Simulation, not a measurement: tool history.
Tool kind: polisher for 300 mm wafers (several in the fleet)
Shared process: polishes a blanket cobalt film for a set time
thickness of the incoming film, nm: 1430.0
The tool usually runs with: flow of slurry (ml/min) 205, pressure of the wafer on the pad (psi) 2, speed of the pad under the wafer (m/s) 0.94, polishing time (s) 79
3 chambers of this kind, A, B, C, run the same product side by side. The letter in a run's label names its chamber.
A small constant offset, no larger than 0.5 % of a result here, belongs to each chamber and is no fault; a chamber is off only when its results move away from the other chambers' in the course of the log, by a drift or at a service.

| run | hour | flow of slurry (ml/min) | pressure of the wafer on the pad (psi) | speed of the pad under the wafer (m/s) | polishing time (s) | wafers polished on this pad | hours since the slurry nozzle was cleaned | hours since the head pressure was calibrated | film removed (angstrom) |
|---|---|---|---|---|---|---|---|---|---|
| 1C | 5.5 | 205 | 2 | 0.94 | 79 | 279 | 484.4 | 438 | 3332.8 |
|  | 8.3 | chamber C: slurry nozzle cleaned |
| 2B | 9.7 | 205 | 2 | 0.94 | 79 | 543 | 281.4 | 120.3 | 3459.5 |
| 3A | 16.4 | 205 | 2 | 0.94 | 79 | 1210 | 251.1 | 627.7 | 3400.1 |
| 4C | 22.1 | 205 | 2 | 0.94 | 79 | 400 | 13.9 | 454.6 | 3363.3 |
| 5A | 27.5 | 205 | 2.4 | 0.94 | 79 | 1291 | 262.2 | 638.8 | 4004.7 |
| 6B | 31.2 | 205 | 2.4 | 0.94 | 79 | 700 | 302.9 | 141.8 | 4090.6 |
| 7C | 35 | 205 | 2.4 | 0.94 | 79 | 495 | 26.8 | 467.5 | 4091.9 |
| 8A | 39.7 | 205 | 2 | 0.94 | 79 | 1381 | 274.4 | 651 | 3424 |
| 9B | 43.9 | 205 | 2 | 0.94 | 79 | 793 | 315.6 | 154.5 | 3405.7 |
| 10B | 49 | 205 | 2 | 0.94 | 79 | 831 | 320.7 | 159.6 | 3345.4 |
| 11C | 52.5 | 205 | 2 | 0.94 | 79 | 623 | 44.3 | 485 | 3401.5 |
| 12A | 59.2 | 205 | 2 | 0.94 | 79 | 1523 | 293.9 | 670.5 | 3375.7 |
| 13A | 64.2 | 205 | 2 | 0.94 | 79 | 1560 | 298.9 | 675.5 | 3446.4 |
|  | 67.2 | chamber A: worn pad replaced by a new one |
| 14C | 68.7 | 205 | 2 | 0.94 | 79 | 742 | 60.5 | 501.2 | 3430.3 |
| 15B | 73 | 250 | 2 | 0.94 | 79 | 1007 | 344.7 | 183.6 | 3397.5 |
|  | 74.8 | chamber C: worn pad replaced by a new one |
| 16B | 79.9 | 250 | 2 | 0.94 | 79 | 1057 | 351.6 | 190.5 | 3337 |
| 17A | 86.4 | 250 | 2 | 0.94 | 79 | 140 | 321.1 | 697.7 | 3477.4 |
| 18C | 91.6 | 205 | 2 | 0.94 | 79 | 123 | 83.4 | 524.1 | 3404 |
| 19B | 95.8 | 205 | 2 | 0.94 | 79 | 1174 | 367.5 | 206.4 | 3221.6 |
| 20C | 100.1 | 230 | 2 | 0.94 | 79 | 186 | 91.9 | 532.6 | 3375 |
| 21A | 106.7 | 230 | 2 | 0.94 | 79 | 289 | 341.4 | 718 | 3460.4 |
| 22C | 113.2 | 230 | 2 | 0.94 | 79 | 282 | 105 | 545.7 | 3436.8 |
| 23A | 116.2 | 205 | 1.6 | 0.94 | 79 | 359 | 350.9 | 727.5 | 2646.2 |
| 24B | 121.1 | 205 | 1.6 | 0.94 | 79 | 1359 | 392.8 | 231.7 | 2498 |
| 25B | 128 | 205 | 1.6 | 0.94 | 79 | 1410 | 399.7 | 238.6 | 2480 |
| 26C | 131 | 205 | 2 | 0.94 | 79 | 412 | 122.8 | 563.5 | 3407.9 |
| 27A | 136.7 | 205 | 2 | 0.94 | 79 | 509 | 371.4 | 748 | 3343.1 |
| 28B | 143.5 | 205 | 2 | 0.94 | 79 | 1523 | 415.2 | 254.1 | 3076.8 |
| 29A | 148.1 | 205 | 2 | 0.94 | 79 | 593 | 382.8 | 759.4 | 3364.4 |
| 30C | 153 | 205 | 1.8 | 0.94 | 98 | 573 | 144.8 | 585.5 | 3824.8 |
| 31B | 157 | 205 | 1.8 | 0.94 | 98 | 1622 | 428.7 | 267.6 | 3382.6 |
| 32A | 162.1 | 205 | 1.8 | 0.94 | 98 | 695 | 396.8 | 773.4 | 3760.5 |
|  | 165.1 | chamber C: head pressure recalibrated |
| 33C | 166.2 | 205 | 1.6 | 0.94 | 59 | 670 | 158 | 1.1 | 2014.7 |

Next, every chamber runs the same settings. What will each give?
| 34A | 171.2 | 205 | 2 | 0.94 | 79 |  |  |  | ? |
| 34B | 171.2 | 205 | 2 | 0.94 | 79 |  |  |  | ? |
| 34C | 171.2 | 205 | 2 | 0.94 | 79 |  |  |  | ? |

| run | film removed (angstrom) |
|---|---|
| 34A | 3385.9 |
| 34B | 2971.9 |
| 34C | 3348.6 |

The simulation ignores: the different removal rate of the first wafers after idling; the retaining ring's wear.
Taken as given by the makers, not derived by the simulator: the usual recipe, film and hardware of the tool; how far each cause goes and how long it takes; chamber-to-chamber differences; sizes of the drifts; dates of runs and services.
